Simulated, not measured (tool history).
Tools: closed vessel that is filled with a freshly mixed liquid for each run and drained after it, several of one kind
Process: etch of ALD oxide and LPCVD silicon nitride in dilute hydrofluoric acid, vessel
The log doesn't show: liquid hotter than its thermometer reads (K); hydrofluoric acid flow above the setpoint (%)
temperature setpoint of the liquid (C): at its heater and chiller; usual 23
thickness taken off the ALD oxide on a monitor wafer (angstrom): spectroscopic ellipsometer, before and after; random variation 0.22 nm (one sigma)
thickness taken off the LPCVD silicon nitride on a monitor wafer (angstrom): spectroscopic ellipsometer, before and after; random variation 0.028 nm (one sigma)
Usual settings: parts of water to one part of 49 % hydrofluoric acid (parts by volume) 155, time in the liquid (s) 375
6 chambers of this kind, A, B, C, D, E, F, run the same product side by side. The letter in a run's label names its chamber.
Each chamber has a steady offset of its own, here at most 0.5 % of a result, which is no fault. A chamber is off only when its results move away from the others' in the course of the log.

run,hour,temperature setpoint of the liquid (C),parts of water to one part of 49 % hydrofluoric acid (parts by volume),time in the liquid (s),hours since the thermometer was replaced,hours since the hydrofluoric acid flow meter was replaced,"read-back film thickness of the ALD oxide reference wafer, read on the same gauge (nm)","read-back film thickness of the LPCVD silicon nitride reference wafer, read on the same gauge (nm)",thickness taken off the ALD oxide on a monitor wafer (angstrom),thickness taken off the LPCVD silicon nitride on a monitor wafer (angstrom)
1E,15.5,23,155,375,1913.8,1140.4,120.01,69.988,587.58,12.281
2B,25.2,23,155,375,693.7,259.8,120.01,70.04,582.5,12.458
3F,37,23,155,375,626.9,1374.9,119.95,69.967,582.89,12.686
4D,44.7,23,155,375,424.3,809.7,120.01,69.993,581.18,12.598
# hour 45.5: chamber A: hydrofluoric acid flow meter replaced
5C,52,23,155,375,863.3,189,120.01,69.976,585.39,12.499
6A,62.5,23,155,375,950.9,17,119.96,70.014,578.74,12.447
7E,77.1,23,155,375,1975.4,1202,119.98,70.005,579.98,12.298
8C,89.3,23,155,375,900.6,226.3,120,69.995,584.42,12.463
9B,98.1,23,155,375,766.6,332.7,119.99,70.013,587.26,12.42
10F,105.9,23,155,375,695.8,1443.8,120.01,70.008,580.97,12.647
11A,114.8,23,155,375,1003.2,69.3,119.98,69.994,586.05,12.268
12D,128.8,25.5,155,180,508.4,893.8,120.02,70.014,308.19,7.1035
# hour 133.5: chamber F: hydrofluoric acid flow meter replaced
13E,144.5,25.5,155,180,2042.8,1269.4,120,69.971,308.78,6.7205
14A,152.9,25.5,155,180,1041.3,107.4,120.01,69.997,308.19,6.9776
15C,162,25.5,155,180,973.3,299,119.98,69.994,308.33,7.0066
16F,169.6,25.5,155,180,759.5,36.1,119.98,70.011,307.4,6.9277
17D,181.9,25.5,155,180,561.5,946.9,120.03,69.988,307.22,6.7911
18B,192.2,23,155,375,860.7,426.8,119.97,70.004,585.77,12.806
19C,205.8,23,155,235,1017.1,342.8,120.03,69.999,367.07,7.4661
20D,219.9,23,155,235,599.5,984.9,120.03,69.968,363.24,7.804
21A,232.4,23,155,235,1120.8,186.9,120.04,70.005,365.82,7.7203
22F,248.2,23,155,235,838.1,114.7,119.98,70.022,366.9,8.2712
# hour 254.1: chamber A: thermometer replaced
23B,261.5,23,155,235,930,496.1,119.99,69.999,368.49,7.816
24E,269,23,155,235,2167.3,1393.9,120.01,70.023,367.17,7.7557
25D,277.4,23,155,375,657,1042.4,120,69.987,581.36,12.47
26E,285,23,155,375,2183.3,1409.9,119.96,70.001,586.13,12.25
# hour 289.5: chamber F: thermometer replaced
27B,293.3,23,155,215,961.8,527.9,119.97,69.974,337,7.1526
28C,303.5,23,155,215,1114.8,440.5,119.98,69.998,334.63,6.9859
29A,318.3,23,155,215,64.3,272.8,120.02,69.973,335.66,6.9717
30F,327,23,155,215,37.5,193.5,120.03,70.025,335.76,7.1729
31B,343.5,23,155,215,1012,578.1,120.01,69.982,334.07,7.1324
32F,351.5,23,155,215,62,218,119.99,69.999,331.46,6.9787
# hour 353.5: chamber C: thermometer replaced
33D,363.4,21.5,155,375,743,1128.4,120,70.014,543.19,11.135
34E,378.9,21.5,155,375,2277.2,1503.8,119.96,69.99,554.35,10.968
35C,392.1,21.5,155,375,38.7,529.1,120.03,70.032,551.44,11.792
36A,401.4,21.5,155,375,147.4,355.9,119.99,70.041,548.13,11.483
37B,413.6,21.5,155,375,1082.1,648.2,119.97,70.044,555.72,11.384
38A,424.6,21.5,155,375,170.6,379.1,120.01,70.002,545.6,10.773
39E,432.1,23,195,375,2330.4,1557,120.01,70.006,449.93,9.7095
40D,447.2,23,195,375,826.8,1212.2,120.04,70.003,443.31,9.3486
41F,454.4,23,195,375,164.9,320.9,119.99,69.971,441.58,9.5791

What goes on in this fleet: one chamber off, a drifting gauge, or nothing beyond the chambers' own small offsets? Name the chamber and the cause, if any.

No chamber stands off beyond its own small offset, and the gauge holds steady.
